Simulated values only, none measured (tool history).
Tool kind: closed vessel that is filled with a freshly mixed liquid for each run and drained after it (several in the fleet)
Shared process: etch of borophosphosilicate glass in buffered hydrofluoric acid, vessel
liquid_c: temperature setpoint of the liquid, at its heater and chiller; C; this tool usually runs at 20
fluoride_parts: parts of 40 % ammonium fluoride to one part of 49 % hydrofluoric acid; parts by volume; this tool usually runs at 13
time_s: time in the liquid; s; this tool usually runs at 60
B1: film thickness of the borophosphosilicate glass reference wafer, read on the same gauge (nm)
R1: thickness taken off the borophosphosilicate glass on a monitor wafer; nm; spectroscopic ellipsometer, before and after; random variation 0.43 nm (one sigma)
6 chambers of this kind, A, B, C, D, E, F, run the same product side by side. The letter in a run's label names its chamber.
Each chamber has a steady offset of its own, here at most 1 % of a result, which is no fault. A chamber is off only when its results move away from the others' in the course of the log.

run 1B hour=4.8 | liquid_c=20 fluoride_parts=13 time_s=60 | B1=79.997 | R1=64.897
run 2F hour=8.9 | liquid_c=20 fluoride_parts=13 time_s=60 | B1=79.973 | R1=66.090
run 3D hour=13.2 | liquid_c=20 fluoride_parts=13 time_s=60 | B1=80.039 | R1=66.213
run 4A hour=16.9 | liquid_c=20 fluoride_parts=13 time_s=60 | B1=80.026 | R1=66.046
run 5C hour=21.5 | liquid_c=20 fluoride_parts=13 time_s=60 | B1=80.014 | R1=66.251
run 6E hour=26.8 | liquid_c=20 fluoride_parts=13 time_s=60 | B1=79.981 | R1=66.572
run 7F hour=31.0 | liquid_c=20 fluoride_parts=13 time_s=60 | B1=79.991 | R1=67.043
run 8A hour=34.1 | liquid_c=20 fluoride_parts=13 time_s=60 | B1=80.015 | R1=66.204
run 9E hour=39.2 | liquid_c=20 fluoride_parts=13 time_s=60 | B1=80.018 | R1=66.813
run 10D hour=45.4 | liquid_c=20 fluoride_parts=13 time_s=60 | B1=79.948 | R1=66.356
run 11B hour=48.6 | liquid_c=20 fluoride_parts=13 time_s=60 | B1=80.059 | R1=65.958
run 12C hour=53.1 | liquid_c=20 fluoride_parts=13 time_s=60 | B1=80.006 | R1=65.042
run 13B hour=56.6 | liquid_c=20 fluoride_parts=13 time_s=60 | B1=80.015 | R1=65.389
run 14E hour=60.4 | liquid_c=20 fluoride_parts=13 time_s=60 | B1=79.917 | R1=65.844
run 15A hour=63.8 | liquid_c=20 fluoride_parts=13 time_s=60 | B1=80.023 | R1=66.472
run 16F hour=68.7 | liquid_c=20 fluoride_parts=13 time_s=60 | B1=79.944 | R1=66.356
run 17D hour=71.7 | liquid_c=20 fluoride_parts=13 time_s=60 | B1=80.015 | R1=66.064
run 18C hour=75.2 | liquid_c=20 fluoride_parts=13 time_s=40 | B1=79.966 | R1=43.224
run 19F hour=80.8 | liquid_c=20 fluoride_parts=13 time_s=40 | B1=79.996 | R1=44.203
run 20B hour=84.0 | liquid_c=20 fluoride_parts=13 time_s=40 | B1=79.984 | R1=44.900
run 21E hour=88.8 | liquid_c=20 fluoride_parts=13 time_s=40 | B1=80.000 | R1=44.376
run 22A hour=94.1 | liquid_c=20 fluoride_parts=13 time_s=40 | B1=80.044 | R1=44.133
run 23D hour=98.3 | liquid_c=20 fluoride_parts=13 time_s=40 | B1=79.997 | R1=44.699
run 24C hour=102.4 | liquid_c=20 fluoride_parts=13 time_s=60 | B1=80.013 | R1=65.383
run 25B hour=106.7 | liquid_c=20 fluoride_parts=13 time_s=60 | B1=80.020 | R1=67.208
run 26D hour=111.1 | liquid_c=20 fluoride_parts=13 time_s=60 | B1=79.953 | R1=66.459
run 27A hour=117.3 | liquid_c=20 fluoride_parts=13 time_s=60 | B1=80.023 | R1=65.848
run 28C hour=122.7 | liquid_c=20 fluoride_parts=13 time_s=80 | B1=80.009 | R1=86.611
run 29F hour=128.2 | liquid_c=20 fluoride_parts=13 time_s=80 | B1=80.027 | R1=88.349
run 30E hour=132.2 | liquid_c=20 fluoride_parts=13 time_s=80 | B1=79.982 | R1=88.533
run 31A hour=137.6 | liquid_c=20 fluoride_parts=13 time_s=80 | B1=80.015 | R1=87.504
run 32C hour=142.9 | liquid_c=20 fluoride_parts=13 time_s=80 | B1=79.968 | R1=87.957
run 33B hour=147.8 | liquid_c=20 fluoride_parts=13 time_s=80 | B1=79.981 | R1=92.567
run 34E hour=152.2 | liquid_c=20 fluoride_parts=13 time_s=60 | B1=79.996 | R1=66.828
run 35F hour=157.5 | liquid_c=20 fluoride_parts=13 time_s=60 | B1=80.019 | R1=66.534
run 36D hour=162.6 | liquid_c=20 fluoride_parts=13 time_s=60 | B1=80.011 | R1=66.380
run 37D hour=165.7 | liquid_c=20 fluoride_parts=13 time_s=60 | B1=80.018 | R1=66.951
run 38A hour=171.8 | liquid_c=20 fluoride_parts=13 time_s=60 | B1=80.023 | R1=66.126
run 39C hour=175.2 | liquid_c=20 fluoride_parts=13 time_s=60 | B1=79.987 | R1=65.044
run 40F hour=179.7 | liquid_c=20 fluoride_parts=17 time_s=60 | B1=80.015 | R1=50.615
run 41B hour=182.6 | liquid_c=20 fluoride_parts=17 time_s=60 | B1=80.041 | R1=54.385

Is one chamber out of step, is the gauge drifting, or do the chambers differ by no more than their own small offsets? For an off chamber, give its letter and the likeliest cause.

One chamber, B, drifts off from the rest bit by bit.
Most likely cause: hydrofluoric acid flow above the setpoint (%) = 8.55.
Not necessarily distinguishable in this log from: liquid hotter than its thermometer reads (K).

Chamber B could run next with any of the 4 candidate recipes listed below; each alters the usual settings, and their results appear as question marks. Which one brings its results back in line with what the other chambers deliver on the usual settings?
Maximum distance from the other chambers' mean on the usual settings for a result to count as in line: R1 1.500 nm
run 42B-1 hour=187.5 | liquid_c=20.5 fluoride_parts=13.0 time_s=60 | R1=?
run 42B-2 hour=187.5 | liquid_c=20.0 fluoride_parts=13.5 time_s=60 | R1=?
run 42B-3 hour=187.5 | liquid_c=20.0 fluoride_parts=13.0 time_s=65 | R1=?
run 42B-4 hour=187.5 | liquid_c=20.0 fluoride_parts=14.0 time_s=60 | R1=?

Mean of the other chambers on the usual settings: R1 66.190 nm
run=42B-1 R1=73.272
run=42B-2 R1=68.716
run=42B-3 R1=77.259
run=42B-4 R1=66.299
With 42B-4, the chamber falls back in line with the rest.
